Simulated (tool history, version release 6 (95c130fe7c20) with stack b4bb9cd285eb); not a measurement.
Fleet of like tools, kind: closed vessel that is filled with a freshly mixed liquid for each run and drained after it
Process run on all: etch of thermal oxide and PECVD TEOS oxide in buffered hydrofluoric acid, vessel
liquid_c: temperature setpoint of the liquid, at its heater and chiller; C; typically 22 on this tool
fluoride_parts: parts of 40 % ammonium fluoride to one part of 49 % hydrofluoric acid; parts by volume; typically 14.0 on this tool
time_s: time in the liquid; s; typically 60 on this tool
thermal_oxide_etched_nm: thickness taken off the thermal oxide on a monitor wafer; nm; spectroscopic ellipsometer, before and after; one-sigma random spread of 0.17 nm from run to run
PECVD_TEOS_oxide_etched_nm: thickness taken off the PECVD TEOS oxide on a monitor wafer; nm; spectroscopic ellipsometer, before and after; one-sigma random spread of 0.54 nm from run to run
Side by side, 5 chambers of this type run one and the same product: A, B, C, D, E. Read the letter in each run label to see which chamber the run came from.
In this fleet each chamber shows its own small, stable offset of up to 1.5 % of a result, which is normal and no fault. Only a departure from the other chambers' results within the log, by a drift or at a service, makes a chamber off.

run,hour,liquid_c,fluoride_parts,time_s,"read-back film thickness of the thermal oxide reference wafer, read on the same gauge (nm)","read-back film thickness of the PECVD TEOS oxide reference wafer, read on the same gauge (nm)",thermal_oxide_etched_nm,PECVD_TEOS_oxide_etched_nm
1E,12.0,22,14.0,60,140.00,140.00,44.029,55.112
2B,19.0,22,14.0,60,139.98,140.02,44.595,53.550
3C,30.2,22,14.0,60,139.99,139.96,44.042,53.499
4A,36.7,22,14.0,60,140.01,140.01,44.365,54.589
5D,44.0,22,14.0,60,140.04,140.00,44.233,53.807
6C,54.8,22,14.0,60,139.96,140.01,43.715,53.913
7B,67.7,22,14.0,60,140.00,140.02,44.813,54.198
8E,78.8,22,14.0,60,140.05,140.01,44.197,54.143
9D,88.7,22,14.0,60,139.98,140.00,44.387,54.630
10A,95.9,22,14.0,60,140.01,139.98,44.570,55.473
11A,107.4,22,14.0,60,140.00,140.02,44.455,55.325
12C,116.4,22,14.0,60,140.04,139.99,43.909,54.954
13E,123.4,18,17.5,60,140.02,140.00,28.133,35.389
14D,129.7,18,17.5,60,140.00,140.04,28.468,35.448
15B,141.1,18,17.5,60,139.96,140.01,28.682,34.348
# hour 147.6: chamber A: hydrofluoric acid flow meter replaced
16B,148.0,18,17.5,60,139.98,140.03,28.791,33.687
# hour 148.1: chamber D: hydrofluoric acid flow meter replaced
17E,156.1,18,17.5,60,140.00,140.02,28.265,34.888
18D,166.5,22,14.0,60,139.99,140.00,44.453,53.962
19C,179.5,22,14.0,60,140.01,140.00,43.874,52.754
20A,188.4,22,14.0,60,140.02,140.01,44.631,54.562
21B,197.5,22,14.0,60,139.99,140.01,44.563,53.577
# hour 202.8: chamber E: hydrofluoric acid flow meter replaced
22A,204.4,22,14.0,60,139.99,140.01,44.462,55.552
23C,211.6,22,14.0,60,140.01,139.98,43.903,53.686
24D,217.4,22,14.0,60,140.04,139.99,44.424,54.301
25E,230.3,22,14.0,60,140.03,139.99,44.150,54.545
26B,238.1,22,14.0,60,140.02,140.00,44.702,53.732
27D,249.0,22,14.0,60,140.02,140.00,44.542,54.365
28E,255.6,22,14.0,60,140.06,140.00,44.177,55.224
29A,264.8,22,14.0,60,140.00,139.98,44.526,54.523
30C,271.9,22,14.0,60,139.99,139.98,44.002,55.072

Which is it: a chamber that has drifted or been left off by a service, a gauge drift common to all chambers, or only each chamber's usual small offset? If a chamber is off, name it and its likeliest cause.

Nothing is wrong: each chamber keeps only its own small, steady offset and the gauge holds still.

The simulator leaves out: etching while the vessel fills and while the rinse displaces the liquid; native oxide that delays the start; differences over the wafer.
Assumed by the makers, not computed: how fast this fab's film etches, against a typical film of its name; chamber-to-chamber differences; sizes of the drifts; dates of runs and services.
